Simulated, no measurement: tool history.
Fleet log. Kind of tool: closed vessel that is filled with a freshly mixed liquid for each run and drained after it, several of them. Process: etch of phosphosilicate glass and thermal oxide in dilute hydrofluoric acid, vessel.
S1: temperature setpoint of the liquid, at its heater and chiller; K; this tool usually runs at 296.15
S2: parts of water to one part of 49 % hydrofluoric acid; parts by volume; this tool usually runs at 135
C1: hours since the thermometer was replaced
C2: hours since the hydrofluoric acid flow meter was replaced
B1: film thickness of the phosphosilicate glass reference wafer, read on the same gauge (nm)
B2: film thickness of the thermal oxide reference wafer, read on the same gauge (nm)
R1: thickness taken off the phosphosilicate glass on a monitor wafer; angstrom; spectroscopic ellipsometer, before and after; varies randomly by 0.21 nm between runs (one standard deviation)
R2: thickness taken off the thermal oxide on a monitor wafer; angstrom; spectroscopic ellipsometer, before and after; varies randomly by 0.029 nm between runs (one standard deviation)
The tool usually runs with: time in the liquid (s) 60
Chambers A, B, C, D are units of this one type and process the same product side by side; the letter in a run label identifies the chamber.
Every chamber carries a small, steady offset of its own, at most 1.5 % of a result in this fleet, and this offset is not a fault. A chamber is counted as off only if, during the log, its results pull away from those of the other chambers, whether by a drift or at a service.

run 1A hour=12 | S1=296.15 S2=135 time_in_the_liquid_(s)=60 | C1=376.4 C2=737.3 | B1=109.99 B2=100 | R1=243.83 R2=20.298
run 2B hour=18.6 | S1=296.15 S2=135 time_in_the_liquid_(s)=60 | C1=2221.2 C2=377.8 | B1=110.01 B2=99.993 | R1=247.1 R2=19.856
run 3C hour=27.1 | S1=296.15 S2=135 time_in_the_liquid_(s)=60 | C1=897.4 C2=267 | B1=109.98 B2=99.998 | R1=245.84 R2=20.521
run 4D hour=33.5 | S1=296.15 S2=135 time_in_the_liquid_(s)=60 | C1=97.8 C2=379.9 | B1=109.96 B2=99.982 | R1=243.64 R2=20.195
run 5C hour=46.9 | S1=296.15 S2=135 time_in_the_liquid_(s)=60 | C1=917.2 C2=286.8 | B1=110.01 B2=100.02 | R1=247.51 R2=20.549
run 6B hour=57.4 | S1=296.15 S2=135 time_in_the_liquid_(s)=60 | C1=2260 C2=416.6 | B1=109.97 B2=100.02 | R1=248.68 R2=20.045
run 7D hour=69.2 | S1=296.15 S2=135 time_in_the_liquid_(s)=60 | C1=133.5 C2=415.6 | B1=110.06 B2=100.02 | R1=243.84 R2=19.6
run 8A hour=75.8 | S1=296.15 S2=135 time_in_the_liquid_(s)=60 | C1=440.2 C2=801.1 | B1=110 B2=100 | R1=244.88 R2=20.371
run 9B hour=82.4 | S1=296.15 S2=135 time_in_the_liquid_(s)=60 | C1=2285 C2=441.6 | B1=110 B2=99.981 | R1=249.14 R2=20.618
run 10A hour=94 | S1=296.15 S2=135 time_in_the_liquid_(s)=60 | C1=458.4 C2=819.3 | B1=109.99 B2=99.99 | R1=245.23 R2=20.542
run 11D hour=107.2 | S1=296.15 S2=135 time_in_the_liquid_(s)=60 | C1=171.5 C2=453.6 | B1=110.02 B2=100.02 | R1=241.66 R2=19.873
run 12C hour=113.4 | S1=292.15 S2=135 time_in_the_liquid_(s)=60 | C1=983.7 C2=353.3 | B1=109.96 B2=100.01 | R1=213.81 R2=17.818
-- hour=114.9 chamber B: hydrofluoric acid flow meter replaced
run 13B hour=121 | S1=292.15 S2=135 time_in_the_liquid_(s)=60 | C1=2323.6 C2=6.2 | B1=109.98 B2=99.992 | R1=211.98 R2=17.087
run 14D hour=133.7 | S1=292.15 S2=135 time_in_the_liquid_(s)=60 | C1=198 C2=480.1 | B1=110 B2=100 | R1=209.11 R2=17.757
run 15C hour=145.4 | S1=292.15 S2=135 time_in_the_liquid_(s)=60 | C1=1015.7 C2=385.3 | B1=109.99 B2=100.02 | R1=216.01 R2=17.606
run 16A hour=153.8 | S1=296.15 S2=135 time_in_the_liquid_(s)=60 | C1=518.2 C2=879.1 | B1=110.03 B2=100.01 | R1=246.58 R2=20.727
run 17D hour=160.1 | S1=296.15 S2=135 time_in_the_liquid_(s)=60 | C1=224.4 C2=506.5 | B1=109.97 B2=100.03 | R1=244.39 R2=20.082
run 18C hour=174.5 | S1=296.15 S2=135 time_in_the_liquid_(s)=60 | C1=1044.8 C2=414.4 | B1=109.99 B2=100.01 | R1=246.96 R2=20.332
run 19A hour=183.3 | S1=296.15 S2=135 time_in_the_liquid_(s)=60 | C1=547.7 C2=908.6 | B1=110 B2=99.974 | R1=246.59 R2=20.827
run 20B hour=193.9 | S1=296.15 S2=135 time_in_the_liquid_(s)=60 | C1=2396.5 C2=79.1 | B1=109.98 B2=100.02 | R1=249.08 R2=20.115
run 21C hour=208.3 | S1=296.15 S2=135 time_in_the_liquid_(s)=60 | C1=1078.6 C2=448.2 | B1=110.04 B2=100.01 | R1=246.64 R2=20.296
run 22D hour=215.4 | S1=296.15 S2=135 time_in_the_liquid_(s)=60 | C1=279.7 C2=561.8 | B1=109.99 B2=99.998 | R1=245.84 R2=20.215
run 23B hour=228.3 | S1=296.15 S2=135 time_in_the_liquid_(s)=60 | C1=2430.9 C2=113.5 | B1=110.05 B2=100.02 | R1=248.18 R2=20.662
run 24A hour=241.1 | S1=296.15 S2=135 time_in_the_liquid_(s)=60 | C1=605.5 C2=966.4 | B1=109.96 B2=99.976 | R1=248.13 R2=20.444
run 25A hour=250.4 | S1=296.15 S2=135 time_in_the_liquid_(s)=60 | C1=614.8 C2=975.7 | B1=109.99 B2=99.995 | R1=248.55 R2=20.395
run 26B hour=256.9 | S1=296.15 S2=135 time_in_the_liquid_(s)=60 | C1=2459.5 C2=142.1 | B1=109.95 B2=99.983 | R1=249.64 R2=20.278
run 27D hour=265.6 | S1=296.15 S2=135 time_in_the_liquid_(s)=60 | C1=329.9 C2=612 | B1=109.99 B2=99.998 | R1=245.14 R2=20.302
run 28C hour=273.5 | S1=296.15 S2=135 time_in_the_liquid_(s)=60 | C1=1143.8 C2=513.4 | B1=110.01 B2=99.982 | R1=245.67 R2=20.17
run 29B hour=286.5 | S1=296.15 S2=135 time_in_the_liquid_(s)=60 | C1=2489.1 C2=171.7 | B1=109.99 B2=99.98 | R1=248.76 R2=20.301
run 30C hour=295.1 | S1=296.15 S2=135 time_in_the_liquid_(s)=60 | C1=1165.4 C2=535 | B1=110.01 B2=100 | R1=249.75 R2=20.092
run 31A hour=307.9 | S1=296.15 S2=135 time_in_the_liquid_(s)=60 | C1=672.3 C2=1033.2 | B1=109.99 B2=99.983 | R1=249.57 R2=20.169
run 32D hour=317 | S1=296.15 S2=135 time_in_the_liquid_(s)=60 | C1=381.3 C2=663.4 | B1=110.03 B2=100.01 | R1=244.69 R2=20.486
run 33A hour=324.9 | S1=291.65 S2=75 time_in_the_liquid_(s)=60 | C1=689.3 C2=1050.2 | B1=110 B2=100.02 | R1=388.64 R2=33.712
run 34B hour=332.8 | S1=291.65 S2=75 time_in_the_liquid_(s)=60 | C1=2535.4 C2=218 | B1=110 B2=100.02 | R1=393.48 R2=32.156
-- hour=334.3 chamber B: thermometer replaced
-- hour=339.9 chamber A: hydrofluoric acid flow meter replaced
run 35C hour=346.3 | S1=291.65 S2=75 time_in_the_liquid_(s)=60 | C1=1216.6 C2=586.2 | B1=109.99 B2=100.02 | R1=406.95 R2=32.704
run 36D hour=352.6 | S1=291.65 S2=75 time_in_the_liquid_(s)=60 | C1=416.9 C2=699 | B1=110.01 B2=99.99 | R1=400.2 R2=32.586
run 37D hour=363.9 | S1=296.15 S2=135 time_in_the_liquid_(s)=60 | C1=428.2 C2=710.3 | B1=109.98 B2=100.01 | R1=247.28 R2=20.428
run 38B hour=375.5 | S1=296.15 S2=135 time_in_the_liquid_(s)=60 | C1=41.3 C2=260.7 | B1=109.97 B2=100 | R1=250.87 R2=20.374
run 39A hour=383.2 | S1=296.15 S2=135 time_in_the_liquid_(s)=60 | C1=747.6 C2=43.4 | B1=110.02 B2=100.01 | R1=247.98 R2=20.416
run 40C hour=395.2 | S1=291.65 S2=135 time_in_the_liquid_(s)=60 | C1=1265.5 C2=635.1 | B1=109.98 B2=99.982 | R1=209.96 R2=16.805
run 41A hour=408.5 | S1=291.65 S2=135 time_in_the_liquid_(s)=60 | C1=772.9 C2=68.7 | B1=110 B2=100 | R1=203.11 R2=16.855
run 42D hour=416.2 | S1=291.65 S2=135 time_in_the_liquid_(s)=60 | C1=480.5 C2=762.6 | B1=110.03 B2=99.968 | R1=205.8 R2=16.411
run 43B hour=425.8 | S1=291.65 S2=135 time_in_the_liquid_(s)=60 | C1=91.6 C2=311 | B1=109.98 B2=100.02 | R1=208.88 R2=16.878

The same settings go to every chamber for the next run, one line per chamber below. Forecast the results for each:
run 44A hour=436.1 | S1=296.15 S2=135 time_in_the_liquid_(s)=60 | R1=? R2=?
run 44B hour=436.1 | S1=296.15 S2=135 time_in_the_liquid_(s)=60 | R1=? R2=?
run 44C hour=436.1 | S1=296.15 S2=135 time_in_the_liquid_(s)=60 | R1=? R2=?
run 44D hour=436.1 | S1=296.15 S2=135 time_in_the_liquid_(s)=60 | R1=? R2=?

run=44A R1=244.64 R2=20.625
run=44B R1=251.17 R2=20.191
run=44C R1=249.43 R2=19.894
run=44D R1=244.5 R2=20.109
